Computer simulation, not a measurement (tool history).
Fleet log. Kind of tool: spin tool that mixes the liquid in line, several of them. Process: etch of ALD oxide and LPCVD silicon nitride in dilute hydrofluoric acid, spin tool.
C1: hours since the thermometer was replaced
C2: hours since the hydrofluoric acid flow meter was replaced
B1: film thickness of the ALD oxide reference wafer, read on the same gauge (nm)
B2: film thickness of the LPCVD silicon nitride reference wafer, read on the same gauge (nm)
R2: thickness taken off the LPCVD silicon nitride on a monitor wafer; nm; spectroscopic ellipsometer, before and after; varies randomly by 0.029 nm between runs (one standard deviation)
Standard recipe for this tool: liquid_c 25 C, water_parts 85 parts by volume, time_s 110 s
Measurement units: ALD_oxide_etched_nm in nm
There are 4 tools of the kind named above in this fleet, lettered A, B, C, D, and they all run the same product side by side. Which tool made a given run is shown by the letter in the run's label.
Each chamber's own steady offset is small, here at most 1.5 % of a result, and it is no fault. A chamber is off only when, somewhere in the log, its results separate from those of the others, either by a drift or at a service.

run 1B hour=4 | liquid_c=25 water_parts=85 time_s=110 | C1=364.3 C2=213.3 | B1=130.01 B2=50.01 | ALD_oxide_etched_nm=44.813 R2=0.72889
run 2D hour=10.9 | liquid_c=25 water_parts=85 time_s=110 | C1=2075.9 C2=243.6 | B1=130.04 B2=50.006 | ALD_oxide_etched_nm=45.109 R2=0.72019
run 3A hour=14.5 | liquid_c=25 water_parts=85 time_s=110 | C1=422.1 C2=670.3 | B1=129.98 B2=49.985 | ALD_oxide_etched_nm=44.929 R2=0.72421
run 4C hour=20.6 | liquid_c=25 water_parts=85 time_s=110 | C1=470.7 C2=881.7 | B1=129.98 B2=50.006 | ALD_oxide_etched_nm=44.605 R2=0.75759
run 5B hour=24.5 | liquid_c=25 water_parts=85 time_s=110 | C1=384.8 C2=233.8 | B1=130 B2=49.99 | ALD_oxide_etched_nm=44.631 R2=0.73922
run 6C hour=30.2 | liquid_c=25 water_parts=85 time_s=110 | C1=480.3 C2=891.3 | B1=130.01 B2=49.997 | ALD_oxide_etched_nm=44.637 R2=0.72136
run 7D hour=36.8 | liquid_c=25 water_parts=85 time_s=110 | C1=2101.8 C2=269.5 | B1=129.99 B2=49.987 | ALD_oxide_etched_nm=44.974 R2=0.75663
run 8A hour=40.9 | liquid_c=25 water_parts=85 time_s=110 | C1=448.5 C2=696.7 | B1=129.93 B2=50 | ALD_oxide_etched_nm=44.835 R2=0.73751
run 9A hour=47.8 | liquid_c=25 water_parts=85 time_s=110 | C1=455.4 C2=703.6 | B1=130.01 B2=50.022 | ALD_oxide_etched_nm=44.829 R2=0.66356
-- hour=50.4 chamber A: hydrofluoric acid flow meter replaced
run 10B hour=54.4 | liquid_c=25 water_parts=85 time_s=110 | C1=414.7 C2=263.7 | B1=130 B2=49.996 | ALD_oxide_etched_nm=44.799 R2=0.69991
run 11C hour=62.2 | liquid_c=25 water_parts=85 time_s=110 | C1=512.3 C2=923.3 | B1=130.07 B2=50.006 | ALD_oxide_etched_nm=44.452 R2=0.71773
run 12D hour=69.7 | liquid_c=25 water_parts=85 time_s=110 | C1=2134.7 C2=302.4 | B1=129.96 B2=50.006 | ALD_oxide_etched_nm=45.182 R2=0.7019
run 13D hour=77.1 | liquid_c=25 water_parts=85 time_s=110 | C1=2142.1 C2=309.8 | B1=130 B2=49.992 | ALD_oxide_etched_nm=45.01 R2=0.68836
run 14A hour=82.7 | liquid_c=25 water_parts=85 time_s=110 | C1=490.3 C2=32.4 | B1=130.02 B2=50.01 | ALD_oxide_etched_nm=44.822 R2=0.76998
run 15C hour=88.3 | liquid_c=25 water_parts=85 time_s=110 | C1=538.4 C2=949.4 | B1=130 B2=49.975 | ALD_oxide_etched_nm=44.549 R2=0.71385
run 16B hour=92.1 | liquid_c=25 water_parts=85 time_s=110 | C1=452.4 C2=301.4 | B1=130.02 B2=50.025 | ALD_oxide_etched_nm=44.963 R2=0.76826
run 17C hour=98.7 | liquid_c=25 water_parts=85 time_s=110 | C1=548.8 C2=959.8 | B1=129.97 B2=50.01 | ALD_oxide_etched_nm=44.69 R2=0.73533
run 18D hour=104.8 | liquid_c=25 water_parts=85 time_s=110 | C1=2169.8 C2=337.5 | B1=129.97 B2=49.997 | ALD_oxide_etched_nm=45.014 R2=0.75946
run 19B hour=111.1 | liquid_c=25 water_parts=85 time_s=110 | C1=471.4 C2=320.4 | B1=129.98 B2=49.977 | ALD_oxide_etched_nm=44.566 R2=0.73908
run 20A hour=115.6 | liquid_c=25 water_parts=85 time_s=110 | C1=523.2 C2=65.3 | B1=130.07 B2=50.004 | ALD_oxide_etched_nm=45.054 R2=0.73712
run 21B hour=121.6 | liquid_c=25 water_parts=85 time_s=110 | C1=481.9 C2=330.9 | B1=129.99 B2=49.995 | ALD_oxide_etched_nm=44.929 R2=0.74701
run 22C hour=128.3 | liquid_c=25 water_parts=85 time_s=140 | C1=578.4 C2=989.4 | B1=130.02 B2=49.995 | ALD_oxide_etched_nm=56.78 R2=0.97106
run 23D hour=132.4 | liquid_c=25 water_parts=85 time_s=140 | C1=2197.4 C2=365.1 | B1=130 B2=49.976 | ALD_oxide_etched_nm=56.871 R2=0.87995
run 24A hour=140.2 | liquid_c=25 water_parts=85 time_s=140 | C1=547.8 C2=89.9 | B1=130.02 B2=50 | ALD_oxide_etched_nm=56.973 R2=0.8901
run 25A hour=147.9 | liquid_c=25 water_parts=85 time_s=140 | C1=555.5 C2=97.6 | B1=130.05 B2=49.969 | ALD_oxide_etched_nm=57.297 R2=0.95758
run 26B hour=151.9 | liquid_c=25 water_parts=85 time_s=110 | C1=512.2 C2=361.2 | B1=130 B2=49.972 | ALD_oxide_etched_nm=44.963 R2=0.74745
run 27D hour=158.7 | liquid_c=25 water_parts=85 time_s=110 | C1=2223.7 C2=391.4 | B1=130.03 B2=50.003 | ALD_oxide_etched_nm=44.89 R2=0.72714
run 28C hour=166.1 | liquid_c=25 water_parts=85 time_s=110 | C1=616.2 C2=1027.2 | B1=130.04 B2=49.978 | ALD_oxide_etched_nm=44.707 R2=0.78106
run 29B hour=171.1 | liquid_c=25 water_parts=85 time_s=110 | C1=531.4 C2=380.4 | B1=130 B2=50.006 | ALD_oxide_etched_nm=44.653 R2=0.73222
run 30A hour=176.9 | liquid_c=25 water_parts=85 time_s=110 | C1=584.5 C2=126.6 | B1=129.97 B2=49.961 | ALD_oxide_etched_nm=44.805 R2=0.77091
run 31C hour=181 | liquid_c=26.5 water_parts=85 time_s=155 | C1=631.1 C2=1042.1 | B1=130 B2=49.992 | ALD_oxide_etched_nm=66.891 R2=1.1018
run 32D hour=187 | liquid_c=26.5 water_parts=85 time_s=155 | C1=2252 C2=419.7 | B1=130.03 B2=49.99 | ALD_oxide_etched_nm=67.471 R2=1.1197
run 33B hour=191.1 | liquid_c=26.5 water_parts=85 time_s=155 | C1=551.4 C2=400.4 | B1=130.04 B2=50.008 | ALD_oxide_etched_nm=66.885 R2=1.1414
run 34D hour=199.3 | liquid_c=26.5 water_parts=85 time_s=155 | C1=2264.3 C2=432 | B1=129.99 B2=50.008 | ALD_oxide_etched_nm=67.531 R2=1.1
run 35C hour=202.9 | liquid_c=25 water_parts=85 time_s=110 | C1=653 C2=1064 | B1=129.97 B2=50.008 | ALD_oxide_etched_nm=44.561 R2=0.75956
run 36A hour=209.1 | liquid_c=25 water_parts=85 time_s=110 | C1=616.7 C2=158.8 | B1=130.01 B2=49.99 | ALD_oxide_etched_nm=44.887 R2=0.71824
run 37C hour=214.4 | liquid_c=25 water_parts=85 time_s=110 | C1=664.5 C2=1075.5 | B1=130.03 B2=49.996 | ALD_oxide_etched_nm=44.716 R2=0.75127
run 38D hour=220.8 | liquid_c=25 water_parts=85 time_s=110 | C1=2285.8 C2=453.5 | B1=130.01 B2=50.005 | ALD_oxide_etched_nm=45.006 R2=0.78616
run 39B hour=225.1 | liquid_c=25 water_parts=85 time_s=110 | C1=585.4 C2=434.4 | B1=130 B2=49.956 | ALD_oxide_etched_nm=44.613 R2=0.7212
run 40A hour=230.6 | liquid_c=25 water_parts=85 time_s=110 | C1=638.2 C2=180.3 | B1=129.95 B2=49.99 | ALD_oxide_etched_nm=44.706 R2=0.71859

For the next run the whole fleet of 4 chambers uses the same settings. Give each chamber's results:
run 41A hour=236.5 | liquid_c=25 water_parts=85 time_s=150 | ALD_oxide_etched_nm=? R2=?
run 41B hour=236.5 | liquid_c=25 water_parts=85 time_s=150 | ALD_oxide_etched_nm=? R2=?
run 41C hour=236.5 | liquid_c=25 water_parts=85 time_s=150 | ALD_oxide_etched_nm=? R2=?
run 41D hour=236.5 | liquid_c=25 water_parts=85 time_s=150 | ALD_oxide_etched_nm=? R2=?

run=41A ALD_oxide_etched_nm=61.4 R2=1.0075
run=41B ALD_oxide_etched_nm=60.912 R2=0.9993
run=41C ALD_oxide_etched_nm=60.783 R2=1.0391
run=41D ALD_oxide_etched_nm=61.492 R2=0.95073
